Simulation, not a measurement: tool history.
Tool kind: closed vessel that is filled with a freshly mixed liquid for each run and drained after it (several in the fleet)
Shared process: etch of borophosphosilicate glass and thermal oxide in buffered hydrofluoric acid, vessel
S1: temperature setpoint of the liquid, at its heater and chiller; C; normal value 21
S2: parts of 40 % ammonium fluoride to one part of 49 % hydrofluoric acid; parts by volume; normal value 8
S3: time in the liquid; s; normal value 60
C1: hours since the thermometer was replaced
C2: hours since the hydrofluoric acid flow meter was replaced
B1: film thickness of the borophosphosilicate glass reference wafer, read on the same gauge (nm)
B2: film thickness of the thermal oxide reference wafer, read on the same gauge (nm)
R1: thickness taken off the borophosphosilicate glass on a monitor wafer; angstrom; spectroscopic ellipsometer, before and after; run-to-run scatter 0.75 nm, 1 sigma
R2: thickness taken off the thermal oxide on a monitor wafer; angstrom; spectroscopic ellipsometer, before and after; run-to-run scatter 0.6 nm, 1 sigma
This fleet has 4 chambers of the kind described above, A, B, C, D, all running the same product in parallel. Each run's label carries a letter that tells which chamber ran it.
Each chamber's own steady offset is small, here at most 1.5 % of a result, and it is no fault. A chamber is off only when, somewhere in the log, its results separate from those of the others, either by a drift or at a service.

Run 1B, hour 3.7: usual settings; C1 177; C2 521.6; B1 110; B2 39.961. Result: R1 838.65 angstrom, R2 685.4 angstrom.
Run 2D, hour 8.5: usual settings; C1 612.9; C2 30.3; B1 109.98; B2 40.012. Result: R1 830.83 angstrom, R2 701.39 angstrom.
Run 3C, hour 13.8: usual settings; C1 212.5; C2 1422.6; B1 110.02; B2 39.964. Result: R1 853.74 angstrom, R2 703.73 angstrom.
At hour 15.2: chamber A: hydrofluoric acid flow meter replaced.
Run 4A, hour 18.4: usual settings; C1 540.5; C2 3.2; B1 110.02; B2 39.979. Result: R1 834.87 angstrom, R2 691.37 angstrom.
Run 5B, hour 24.1: usual settings; C1 197.4; C2 542; B1 110.01; B2 39.975. Result: R1 839.21 angstrom, R2 699.41 angstrom.
Run 6A, hour 26.9: usual settings; C1 549; C2 11.7; B1 109.99; B2 40.035. Result: R1 837.23 angstrom, R2 693.5 angstrom.
Run 7C, hour 29.5: usual settings; C1 228.2; C2 1438.3; B1 109.99; B2 39.994. Result: R1 842.38 angstrom, R2 710.25 angstrom.
Run 8D, hour 34.5: usual settings; C1 638.9; C2 56.3; B1 110.01; B2 39.96. Result: R1 824.72 angstrom, R2 715.36 angstrom.
Run 9C, hour 40.3: usual settings but S1 18.5 C; C1 239; C2 1449.1; B1 110; B2 40.003. Result: R1 742.69 angstrom, R2 609 angstrom.
Run 10B, hour 45.9: usual settings but S1 18.5 C; C1 219.2; C2 563.8; B1 110.01; B2 39.988. Result: R1 738.57 angstrom, R2 606.56 angstrom.
Run 11D, hour 50.6: usual settings but S1 18.5 C; C1 655; C2 72.4; B1 109.99; B2 39.984. Result: R1 727.51 angstrom, R2 617.29 angstrom.
Run 12A, hour 53.5: usual settings but S1 18.5 C; C1 575.6; C2 38.3; B1 110.01; B2 40.009. Result: R1 722.54 angstrom, R2 606.76 angstrom.
Run 13B, hour 58.6: usual settings; C1 231.9; C2 576.5; B1 109.99; B2 40.01. Result: R1 838.86 angstrom, R2 695.97 angstrom.
Run 14A, hour 63.6: usual settings; C1 585.7; C2 48.4; B1 109.99; B2 39.988. Result: R1 827.27 angstrom, R2 704.55 angstrom.
Run 15C, hour 67.1: usual settings; C1 265.8; C2 1475.9; B1 109.99; B2 40.026. Result: R1 849.29 angstrom, R2 707.13 angstrom.
Run 16D, hour 70.9: usual settings; C1 675.3; C2 92.7; B1 110.02; B2 39.985. Result: R1 844.76 angstrom, R2 696.98 angstrom.
Run 17C, hour 76.8: usual settings; C1 275.5; C2 1485.6; B1 110; B2 40.024. Result: R1 846.72 angstrom, R2 698.06 angstrom.
Run 18D, hour 81.2: usual settings; C1 685.6; C2 103; B1 110; B2 39.986. Result: R1 837.81 angstrom, R2 707.52 angstrom.
Run 19A, hour 84.6: usual settings; C1 606.7; C2 69.4; B1 110; B2 40.024. Result: R1 825.9 angstrom, R2 700.11 angstrom.
Run 20B, hour 89: usual settings; C1 262.3; C2 606.9; B1 109.99; B2 40.027. Result: R1 847.96 angstrom, R2 696.59 angstrom.
Run 21A, hour 91.6: usual settings but S1 24.5 C, S3 40 s; C1 613.7; C2 76.4; B1 110.01; B2 39.986. Result: R1 668.03 angstrom, R2 566.3 angstrom.
Run 22B, hour 94.7: usual settings but S1 24.5 C, S3 40 s; C1 268; C2 612.6; B1 110; B2 39.955. Result: R1 667.82 angstrom, R2 566.61 angstrom.
Run 23C, hour 99.8: usual settings but S1 24.5 C, S3 40 s; C1 298.5; C2 1508.6; B1 110; B2 40.046. Result: R1 686.37 angstrom, R2 571.44 angstrom.
Run 24D, hour 103: usual settings but S1 24.5 C, S3 40 s; C1 707.4; C2 124.8; B1 110.01; B2 39.997. Result: R1 675.6 angstrom, R2 560.8 angstrom.
Run 25B, hour 108.3: usual settings but S2 5.5 parts by volume, S3 70 s; C1 281.6; C2 626.2; B1 110.01; B2 40.023. Result: R1 1387.4 angstrom, R2 1141.6 angstrom.
Run 26D, hour 111.9: usual settings but S2 5.5 parts by volume, S3 70 s; C1 716.3; C2 133.7; B1 109.98; B2 39.967. Result: R1 1391.7 angstrom, R2 1172.7 angstrom.
Run 27C, hour 115.6: usual settings but S2 5.5 parts by volume, S3 70 s; C1 314.3; C2 1524.4; B1 110.01; B2 39.966. Result: R1 1414.4 angstrom, R2 1160.2 angstrom.
Run 28A, hour 119.7: usual settings but S2 5.5 parts by volume, S3 70 s; C1 641.8; C2 104.5; B1 110.02; B2 40.014. Result: R1 1416.2 angstrom, R2 1167.9 angstrom.
Run 29A, hour 123.6: usual settings; C1 645.7; C2 108.4; B1 109.98; B2 40.04. Result: R1 825.06 angstrom, R2 697.38 angstrom.
Run 30B, hour 129: usual settings; C1 302.3; C2 646.9; B1 110.02; B2 40.013. Result: R1 847.79 angstrom, R2 689.66 angstrom.
Run 31D, hour 134: usual settings; C1 738.4; C2 155.8; B1 110; B2 39.988. Result: R1 827.18 angstrom, R2 705.33 angstrom.
Run 32C, hour 139.7: usual settings but S1 17.5 C, S2 6 parts by volume; C1 338.4; C2 1548.5; B1 110; B2 39.979. Result: R1 922.34 angstrom, R2 753.53 angstrom.
Run 33C, hour 142.5: usual settings but S1 17.5 C, S2 6 parts by volume; C1 341.2; C2 1551.3; B1 109.99; B2 40.055. Result: R1 921.56 angstrom, R2 761.55 angstrom.
Run 34A, hour 146.9: usual settings but S1 17.5 C, S2 6 parts by volume; C1 669; C2 131.7; B1 109.99; B2 39.979. Result: R1 899.16 angstrom, R2 747.2 angstrom.
Run 35B, hour 149.9: usual settings but S1 17.5 C, S2 6 parts by volume; C1 323.2; C2 667.8; B1 110.01; B2 40.007. Result: R1 925.3 angstrom, R2 756.2 angstrom.
Run 36D, hour 155.3: usual settings; C1 759.7; C2 177.1; B1 109.99; B2 39.981. Result: R1 828.3 angstrom, R2 697.94 angstrom.
Run 37A, hour 160.8: usual settings; C1 682.9; C2 145.6; B1 110; B2 39.954. Result: R1 832.12 angstrom, R2 697.51 angstrom.
Run 38D, hour 165.4: usual settings; C1 769.8; C2 187.2; B1 110.01; B2 39.947. Result: R1 836.79 angstrom, R2 710.89 angstrom.
Run 39C, hour 168.3: usual settings; C1 367; C2 1577.1; B1 110.02; B2 39.992. Result: R1 848.65 angstrom, R2 706.98 angstrom.

Predict what each chamber gives when all 4 of them run the settings below next.
Run 40A, hour 172.6: usual settings. Result: R1 ?, R2 ?.
Run 40B, hour 172.6: usual settings. Result: R1 ?, R2 ?.
Run 40C, hour 172.6: usual settings. Result: R1 ?, R2 ?.
Run 40D, hour 172.6: usual settings. Result: R1 ?, R2 ?.

run      R1      R2
40A  818.68  701.17
40B  849.42  692.76
40C  847.97  708.23
40D  823.67  705.92
